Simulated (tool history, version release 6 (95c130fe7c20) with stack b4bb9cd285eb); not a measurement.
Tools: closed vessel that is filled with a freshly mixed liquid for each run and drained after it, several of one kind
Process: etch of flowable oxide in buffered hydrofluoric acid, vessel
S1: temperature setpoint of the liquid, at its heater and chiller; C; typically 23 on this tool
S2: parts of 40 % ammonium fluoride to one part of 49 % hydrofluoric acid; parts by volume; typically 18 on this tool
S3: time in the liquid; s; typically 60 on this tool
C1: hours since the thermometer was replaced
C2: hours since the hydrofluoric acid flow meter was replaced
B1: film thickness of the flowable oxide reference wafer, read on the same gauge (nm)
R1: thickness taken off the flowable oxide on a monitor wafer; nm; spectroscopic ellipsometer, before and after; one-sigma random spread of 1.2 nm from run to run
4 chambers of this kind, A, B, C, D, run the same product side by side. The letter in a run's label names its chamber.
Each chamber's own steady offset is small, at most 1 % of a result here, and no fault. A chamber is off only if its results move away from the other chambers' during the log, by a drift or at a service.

run   hour  S1    S2  S3      C1      C2      B1      R1
 1D    6.2  23    18  60  1416.7  1851.6  89.973  120.01
 2B   15.7  23    18  60  2575.9     372  90.001  124.49
 3C   22.7  23    18  60  1105.1  1978.3  90.017  121.95
 4A   32.5  23    18  60  1652.1   919.6  89.986  122.98
 5D   42.5  23  11.5  60    1453  1887.9  90.026  189.44
 6C   46.9  23  11.5  60  1129.3  2002.5  90.015  186.47
 7A   52.4  23  11.5  60    1672   939.5  89.994  187.03
 8B   62.1  23  11.5  60  2622.3   418.4  89.987  192.56
 9D   69.5  23    18  60    1480  1914.9  89.999  119.75
10A   74.8  23    18  60  1694.4   961.9  90.009  121.34
11B   79.8  23    18  60    2640   436.1  90.027  123.47
      83.8  -- chamber B: thermometer replaced
12C     88  23    18  60  1170.4  2043.6  90.046  122.82
13C   95.1  23    15  60  1177.5  2050.7   90.01  145.38
14D  104.8  23    15  60  1515.3  1950.2  89.995  145.76
15A  112.5  23    15  60  1732.1   999.6  89.994   148.8
16B  117.4  23    15  60    33.7   473.7  90.005  143.89
17A  122.1  23    18  60  1741.7  1009.2  89.989  125.06
18B  130.4  23    18  60    46.7   486.7   90.02  122.44
19D    138  23    18  60  1548.5  1983.4  90.011  121.06
20C  147.3  23    18  60  1229.7  2102.9  89.982  121.25
21B  155.9  23    18  60    72.2   512.2  90.014  122.15
22D  161.8  23  14.5  60  1572.3  2007.2  89.991  152.17
23A  167.4  23  14.5  60    1787  1054.5   90.01  155.51
24C  171.8  23  14.5  60  1254.2  2127.4  89.936  147.99
25B  177.8  23  14.5  60    94.1   534.1  90.018  152.68
26A  186.3  23    18  60  1805.9  1073.4   90.02  126.68
27D  191.6  23    18  60  1602.1    2037  90.026  120.62
28C  197.1  23    18  60  1279.5  2152.7  89.966  122.02

Next, all 4 chambers run the settings below, one line each with question marks for the results. What does each chamber give?
29A  204.2  23  18  60               ?
29B  204.2  23  18  60               ?
29C  204.2  23  18  60               ?
29D  204.2  23  18  60               ?

run      R1
29A  131.18
29B  121.54
29C  120.59
29D  124.48

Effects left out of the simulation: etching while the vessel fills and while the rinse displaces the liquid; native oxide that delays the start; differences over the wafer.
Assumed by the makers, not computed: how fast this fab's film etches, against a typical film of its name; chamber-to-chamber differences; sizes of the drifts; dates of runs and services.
